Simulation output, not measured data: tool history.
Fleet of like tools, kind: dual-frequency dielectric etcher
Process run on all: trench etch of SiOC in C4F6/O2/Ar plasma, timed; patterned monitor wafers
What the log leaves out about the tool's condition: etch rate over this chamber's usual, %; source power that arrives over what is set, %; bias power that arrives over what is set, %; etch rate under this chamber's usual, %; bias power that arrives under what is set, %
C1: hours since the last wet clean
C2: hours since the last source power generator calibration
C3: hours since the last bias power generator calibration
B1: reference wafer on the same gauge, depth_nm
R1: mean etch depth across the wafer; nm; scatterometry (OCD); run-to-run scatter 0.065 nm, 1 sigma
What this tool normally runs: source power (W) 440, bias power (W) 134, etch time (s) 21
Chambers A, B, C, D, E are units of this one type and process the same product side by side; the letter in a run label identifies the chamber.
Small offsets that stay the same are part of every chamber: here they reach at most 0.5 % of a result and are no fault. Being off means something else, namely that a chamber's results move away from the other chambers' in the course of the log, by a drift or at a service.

run 1D day=0.408 | source_power_(W)=440 bias_power_(W)=134 etch_time_(s)=21 | C1=120.3 C2=1785.7 C3=3800.1 | B1=46.427 | R1=41.321
run 2C day=0.971 | source_power_(W)=440 bias_power_(W)=134 etch_time_(s)=21 | C1=99 C2=1083 C3=1102.3 | B1=46.412 | R1=41.37
run 3B day=1.379 | source_power_(W)=440 bias_power_(W)=134 etch_time_(s)=21 | C1=139.1 C2=1381 C3=1623.8 | B1=46.446 | R1=41.508
run 4E day=1.679 | source_power_(W)=440 bias_power_(W)=134 etch_time_(s)=21 | C1=183.2 C2=611 C3=58.4 | B1=46.453 | R1=41.627
run 5A day=2.212 | source_power_(W)=440 bias_power_(W)=134 etch_time_(s)=21 | C1=401.5 C2=1634.7 C3=206.3 | B1=46.462 | R1=41.333
run 6C day=2.638 | source_power_(W)=440 bias_power_(W)=134 etch_time_(s)=21 | C1=139 C2=1123 C3=1142.3 | B1=46.459 | R1=41.495
run 7E day=3.108 | source_power_(W)=440 bias_power_(W)=160 etch_time_(s)=15 | C1=217.5 C2=645.3 C3=92.7 | B1=46.462 | R1=31.304
run 8B day=3.617 | source_power_(W)=440 bias_power_(W)=160 etch_time_(s)=15 | C1=192.8 C2=1434.7 C3=1677.5 | B1=46.489 | R1=31.338
-- day=4.017 chamber D: source power generator calibrated
run 9A day=4.133 | source_power_(W)=440 bias_power_(W)=160 etch_time_(s)=15 | C1=447.6 C2=1680.8 C3=252.4 | B1=46.49 | R1=31.118
run 10D day=4.629 | source_power_(W)=440 bias_power_(W)=160 etch_time_(s)=15 | C1=221.6 C2=14.8 C3=3901.4 | B1=46.508 | R1=31.259
run 11A day=5 | source_power_(W)=440 bias_power_(W)=160 etch_time_(s)=15 | C1=468.4 C2=1701.6 C3=273.2 | B1=46.5 | R1=31.164
run 12E day=5.254 | source_power_(W)=440 bias_power_(W)=134 etch_time_(s)=21 | C1=269 C2=696.8 C3=144.2 | B1=46.517 | R1=41.488
-- day=5.292 chamber A: wet clean of the chamber
run 13D day=5.783 | source_power_(W)=440 bias_power_(W)=134 etch_time_(s)=21 | C1=249.3 C2=42.5 C3=3929.1 | B1=46.537 | R1=41.45
run 14B day=6.304 | source_power_(W)=440 bias_power_(W)=134 etch_time_(s)=21 | C1=257.3 C2=1499.2 C3=1742 | B1=46.533 | R1=41.653
run 15C day=6.767 | source_power_(W)=440 bias_power_(W)=134 etch_time_(s)=21 | C1=238.1 C2=1222.1 C3=1241.4 | B1=46.571 | R1=41.404
run 16B day=7.042 | source_power_(W)=440 bias_power_(W)=134 etch_time_(s)=21 | C1=275 C2=1516.9 C3=1759.7 | B1=46.549 | R1=41.501
run 17D day=7.304 | source_power_(W)=440 bias_power_(W)=134 etch_time_(s)=21 | C1=285.8 C2=79 C3=3965.6 | B1=46.558 | R1=41.521
run 18E day=7.796 | source_power_(W)=440 bias_power_(W)=134 etch_time_(s)=21 | C1=330 C2=757.8 C3=205.2 | B1=46.587 | R1=41.595
run 19A day=8.104 | source_power_(W)=440 bias_power_(W)=134 etch_time_(s)=21 | C1=67.6 C2=1776.1 C3=347.7 | B1=46.584 | R1=41.365
run 20C day=8.429 | source_power_(W)=440 bias_power_(W)=134 etch_time_(s)=21 | C1=278 C2=1262 C3=1281.3 | B1=46.593 | R1=41.451
-- day=8.625 chamber B: bias power generator calibrated
run 21B day=8.812 | source_power_(W)=360 bias_power_(W)=134 etch_time_(s)=27 | C1=317.5 C2=1559.4 C3=4.5 | B1=46.603 | R1=49.571
run 22E day=9.338 | source_power_(W)=360 bias_power_(W)=134 etch_time_(s)=27 | C1=367 C2=794.8 C3=242.2 | B1=46.609 | R1=49.657
-- day=9.583 chamber C: wet clean of the chamber
run 23C day=9.688 | source_power_(W)=360 bias_power_(W)=134 etch_time_(s)=27 | C1=2.6 C2=1292.2 C3=1311.5 | B1=46.626 | R1=49.172
run 24A day=10.088 | source_power_(W)=360 bias_power_(W)=134 etch_time_(s)=27 | C1=115.2 C2=1823.7 C3=395.3 | B1=46.634 | R1=49.207
run 25D day=10.488 | source_power_(W)=360 bias_power_(W)=134 etch_time_(s)=27 | C1=362.2 C2=155.4 C3=4042 | B1=46.62 | R1=49.377
run 26C day=10.888 | source_power_(W)=440 bias_power_(W)=134 etch_time_(s)=21 | C1=31.4 C2=1321 C3=1340.3 | B1=46.643 | R1=41.589
run 27D day=11.167 | source_power_(W)=440 bias_power_(W)=134 etch_time_(s)=21 | C1=378.5 C2=171.7 C3=4058.3 | B1=46.664 | R1=41.527
run 28A day=11.558 | source_power_(W)=440 bias_power_(W)=134 etch_time_(s)=21 | C1=150.5 C2=1859 C3=430.6 | B1=46.658 | R1=41.54
run 29B day=11.962 | source_power_(W)=440 bias_power_(W)=134 etch_time_(s)=21 | C1=393.1 C2=1635 C3=80.1 | B1=46.668 | R1=41.604
run 30E day=12.217 | source_power_(W)=440 bias_power_(W)=134 etch_time_(s)=21 | C1=436.1 C2=863.9 C3=311.3 | B1=46.689 | R1=41.82
run 31E day=12.5 | source_power_(W)=440 bias_power_(W)=134 etch_time_(s)=21 | C1=442.9 C2=870.7 C3=318.1 | B1=46.666 | R1=41.616
run 32D day=12.742 | source_power_(W)=340 bias_power_(W)=114 etch_time_(s)=21 | C1=416.3 C2=209.5 C3=4096.1 | B1=46.675 | R1=35.808

All chambers now run identical settings, listed one chamber a line with results as question marks. What results will each chamber show?
run 33A day=13.146 | source_power_(W)=440 bias_power_(W)=134 etch_time_(s)=21 | R1=?
run 33B day=13.146 | source_power_(W)=440 bias_power_(W)=134 etch_time_(s)=21 | R1=?
run 33C day=13.146 | source_power_(W)=440 bias_power_(W)=134 etch_time_(s)=21 | R1=?
run 33D day=13.146 | source_power_(W)=440 bias_power_(W)=134 etch_time_(s)=21 | R1=?
run 33E day=13.146 | source_power_(W)=440 bias_power_(W)=134 etch_time_(s)=21 | R1=?

run=33A R1=41.494
run=33B R1=41.713
run=33C R1=41.696
run=33D R1=41.617
run=33E R1=41.792
